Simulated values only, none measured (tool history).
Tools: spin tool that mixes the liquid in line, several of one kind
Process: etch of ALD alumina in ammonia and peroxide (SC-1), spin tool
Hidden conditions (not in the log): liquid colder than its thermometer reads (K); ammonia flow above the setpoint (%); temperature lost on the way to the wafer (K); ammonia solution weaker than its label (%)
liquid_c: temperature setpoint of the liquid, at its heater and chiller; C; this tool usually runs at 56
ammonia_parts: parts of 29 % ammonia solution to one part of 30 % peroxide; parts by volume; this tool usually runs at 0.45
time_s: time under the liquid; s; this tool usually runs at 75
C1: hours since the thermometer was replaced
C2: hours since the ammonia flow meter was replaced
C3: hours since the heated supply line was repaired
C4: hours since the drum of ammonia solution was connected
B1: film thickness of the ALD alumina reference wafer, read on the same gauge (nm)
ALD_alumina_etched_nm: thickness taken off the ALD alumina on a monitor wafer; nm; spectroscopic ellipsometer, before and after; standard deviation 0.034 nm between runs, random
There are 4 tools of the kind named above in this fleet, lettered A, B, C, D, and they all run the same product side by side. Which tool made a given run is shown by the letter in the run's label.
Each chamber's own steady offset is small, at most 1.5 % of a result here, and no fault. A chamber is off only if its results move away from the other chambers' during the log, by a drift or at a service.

At day 0.392: chamber A: ammonia flow meter replaced.
Run 1D, day 0.596: usual settings; C1 482.4; C2 1596.5; C3 102.4; C4 677.4; B1 140.01. Result: ALD_alumina_etched_nm 6.5198 nm.
Run 2B, day 0.954: usual settings; C1 1232.2; C2 134.2; C3 689.1; C4 194.8; B1 140.02. Result: ALD_alumina_etched_nm 6.4527 nm.
Run 3C, day 1.321: usual settings; C1 1640.3; C2 804.6; C3 2047.4; C4 636.8; B1 139.99. Result: ALD_alumina_etched_nm 6.3577 nm.
Run 4A, day 1.812: usual settings; C1 1931.8; C2 34.1; C3 2090.2; C4 479.9; B1 140.03. Result: ALD_alumina_etched_nm 6.4835 nm.
Run 5D, day 2.354: usual settings; C1 524.6; C2 1638.7; C3 144.6; C4 719.6; B1 139.98. Result: ALD_alumina_etched_nm 6.4771 nm.
Run 6C, day 2.996: usual settings; C1 1680.5; C2 844.8; C3 2087.6; C4 677.0; B1 140.00. Result: ALD_alumina_etched_nm 6.3836 nm.
Run 7A, day 3.538: usual settings; C1 1973.2; C2 75.5; C3 2131.6; C4 521.3; B1 140.00. Result: ALD_alumina_etched_nm 6.5138 nm.
Run 8B, day 4.025: usual settings; C1 1305.9; C2 207.9; C3 762.8; C4 268.5; B1 140.00. Result: ALD_alumina_etched_nm 6.4945 nm.
Run 9B, day 4.483: usual settings but ammonia_parts 0.60 parts by volume, time_s 45 s; C1 1316.9; C2 218.9; C3 773.8; C4 279.5; B1 140.01. Result: ALD_alumina_etched_nm 3.9511 nm.
Run 10D, day 4.767: usual settings but ammonia_parts 0.60 parts by volume, time_s 45 s; C1 582.5; C2 1696.6; C3 202.5; C4 777.5; B1 140.02. Result: ALD_alumina_etched_nm 4.0160 nm.
Run 11A, day 5.408: usual settings but ammonia_parts 0.60 parts by volume, time_s 45 s; C1 2018.1; C2 120.4; C3 2176.5; C4 566.2; B1 140.01. Result: ALD_alumina_etched_nm 4.0375 nm.
Run 12C, day 5.929: usual settings but ammonia_parts 0.60 parts by volume, time_s 45 s; C1 1750.9; C2 915.2; C3 2158.0; C4 747.4; B1 140.00. Result: ALD_alumina_etched_nm 3.9291 nm.
Run 13C, day 6.512: usual settings; C1 1764.9; C2 929.2; C3 2172.0; C4 761.4; B1 139.99. Result: ALD_alumina_etched_nm 6.3586 nm.
Run 14A, day 6.842: usual settings; C1 2052.5; C2 154.8; C3 2210.9; C4 600.6; B1 140.02. Result: ALD_alumina_etched_nm 6.4953 nm.
At day 6.908: chamber A: thermometer replaced.
Run 15B, day 7.471: usual settings; C1 1388.6; C2 290.6; C3 845.5; C4 351.2; B1 140.00. Result: ALD_alumina_etched_nm 6.5198 nm.
At day 7.550: chamber C: ammonia flow meter replaced.
Run 16D, day 8.112: usual settings but liquid_c 61 C, time_s 45 s; C1 662.8; C2 1776.9; C3 282.8; C4 857.8; B1 139.96. Result: ALD_alumina_etched_nm 5.0540 nm.
Run 17B, day 8.496: usual settings but liquid_c 61 C, time_s 45 s; C1 1413.2; C2 315.2; C3 870.1; C4 375.8; B1 140.00. Result: ALD_alumina_etched_nm 5.0183 nm.
Run 18C, day 8.879: usual settings but liquid_c 61 C, time_s 45 s; C1 1821.7; C2 32.0; C3 2228.8; C4 818.2; B1 140.00. Result: ALD_alumina_etched_nm 4.9790 nm.
Run 19D, day 9.225: usual settings but liquid_c 61 C, time_s 45 s; C1 689.5; C2 1803.6; C3 309.5; C4 884.5; B1 139.97. Result: ALD_alumina_etched_nm 5.1160 nm.
Run 20A, day 9.700: usual settings; C1 67.0; C2 223.4; C3 2279.5; C4 669.2; B1 140.01. Result: ALD_alumina_etched_nm 6.4979 nm.
Run 21B, day 10.096: usual settings; C1 1451.6; C2 353.6; C3 908.5; C4 414.2; B1 140.00. Result: ALD_alumina_etched_nm 6.4336 nm.
At day 10.150: chamber A: new drum of ammonia solution connected.
Run 22D, day 10.625: usual settings; C1 723.1; C2 1837.2; C3 343.1; C4 918.1; B1 140.00. Result: ALD_alumina_etched_nm 6.4927 nm.
At day 10.883: chamber D: thermometer replaced.
Run 23A, day 11.246: usual settings but liquid_c 48 C, time_s 105 s; C1 104.1; C2 260.5; C3 2316.6; C4 26.4; B1 139.99. Result: ALD_alumina_etched_nm 5.8560 nm.
At day 11.283: chamber B: new drum of ammonia solution connected.
Run 24C, day 11.721: usual settings but liquid_c 48 C, time_s 105 s; C1 1889.9; C2 100.2; C3 2297.0; C4 886.4; B1 139.99. Result: ALD_alumina_etched_nm 5.6228 nm.
At day 11.892: chamber D: ammonia flow meter replaced.
Run 25A, day 12.067: usual settings but liquid_c 48 C, time_s 105 s; C1 123.8; C2 280.2; C3 2336.3; C4 46.1; B1 139.99. Result: ALD_alumina_etched_nm 5.8745 nm.
Run 26C, day 12.504: usual settings but liquid_c 48 C, time_s 105 s; C1 1908.7; C2 119.0; C3 2315.8; C4 905.2; B1 140.03. Result: ALD_alumina_etched_nm 5.5644 nm.
Run 27D, day 12.912: usual settings but ammonia_parts 0.35 parts by volume, time_s 90 s; C1 48.8; C2 24.6; C3 398.0; C4 973.0; B1 140.02. Result: ALD_alumina_etched_nm 7.6174 nm.
Run 28B, day 13.412: usual settings but ammonia_parts 0.35 parts by volume, time_s 90 s; C1 1531.2; C2 433.2; C3 988.1; C4 51.1; B1 140.01. Result: ALD_alumina_etched_nm 7.5266 nm.
Run 29D, day 13.954: usual settings but ammonia_parts 0.35 parts by volume, time_s 90 s; C1 73.8; C2 49.6; C3 423.0; C4 998.0; B1 140.01. Result: ALD_alumina_etched_nm 7.5647 nm.
Run 30A, day 14.454: usual settings but ammonia_parts 0.35 parts by volume, time_s 90 s; C1 181.1; C2 337.5; C3 2393.6; C4 103.4; B1 140.00. Result: ALD_alumina_etched_nm 7.5991 nm.
Run 31C, day 15.054: usual settings; C1 1969.9; C2 180.2; C3 2377.0; C4 966.4; B1 139.98. Result: ALD_alumina_etched_nm 6.1748 nm.
Run 32B, day 15.704: usual settings; C1 1586.2; C2 488.2; C3 1043.1; C4 106.1; B1 140.04. Result: ALD_alumina_etched_nm 6.4559 nm.
Run 33C, day 16.038: usual settings but ammonia_parts 0.25 parts by volume; C1 1993.5; C2 203.8; C3 2400.6; C4 990.0; B1 139.99. Result: ALD_alumina_etched_nm 5.8192 nm.
Run 34B, day 16.596: usual settings but ammonia_parts 0.25 parts by volume; C1 1607.6; C2 509.6; C3 1064.5; C4 127.5; B1 140.00. Result: ALD_alumina_etched_nm 6.1224 nm.
Run 35A, day 16.933: usual settings but ammonia_parts 0.25 parts by volume; C1 240.6; C2 397.0; C3 2453.1; C4 162.9; B1 139.97. Result: ALD_alumina_etched_nm 6.1758 nm.
Run 36D, day 17.479: usual settings but ammonia_parts 0.25 parts by volume; C1 158.4; C2 134.2; C3 507.6; C4 1082.6; B1 139.98. Result: ALD_alumina_etched_nm 6.1335 nm.

Read the log: is a single chamber off, either drifting away or since a service, is the gauge that measures every chamber drifting, or is nothing wrong beyond small per-chamber offsets? Name any odd chamber and what most likely caused it.

One chamber, C, drifts off from the rest bit by bit.
Most likely cause: liquid colder than its thermometer reads (K) = 0.937.
The log may not separate it from: temperature lost on the way to the wafer (K).

Here are 4 candidates for chamber C's next run, each the usual settings with a change, their results left as question marks. Which one brings its results back in line with what the others give on the usual settings?
In-line tolerance around the mean of the other chambers on the usual settings: ALD_alumina_etched_nm 0.1200 nm
Run 37C-1, day 17.950: usual settings but time_s 80 s. Result: ALD_alumina_etched_nm ?.
Run 37C-2, day 17.950: usual settings but liquid_c 56.5 C, time_s 80 s. Result: ALD_alumina_etched_nm ?.
Run 37C-3, day 17.950: usual settings but liquid_c 55.5 C, time_s 70 s. Result: ALD_alumina_etched_nm ?.
Run 37C-4, day 17.950: usual settings but ammonia_parts 0.25 parts by volume. Result: ALD_alumina_etched_nm ?.

Mean of the other chambers on the usual settings: ALD_alumina_etched_nm 6.4761 nm
  run  ALD_alumina_etched_nm
37C-1                 6.4922
37C-2                 6.6701
37C-3                 5.5285
37C-4                 5.7536
Change 37C-1 lands the chamber within the allowed miss of the other chambers.

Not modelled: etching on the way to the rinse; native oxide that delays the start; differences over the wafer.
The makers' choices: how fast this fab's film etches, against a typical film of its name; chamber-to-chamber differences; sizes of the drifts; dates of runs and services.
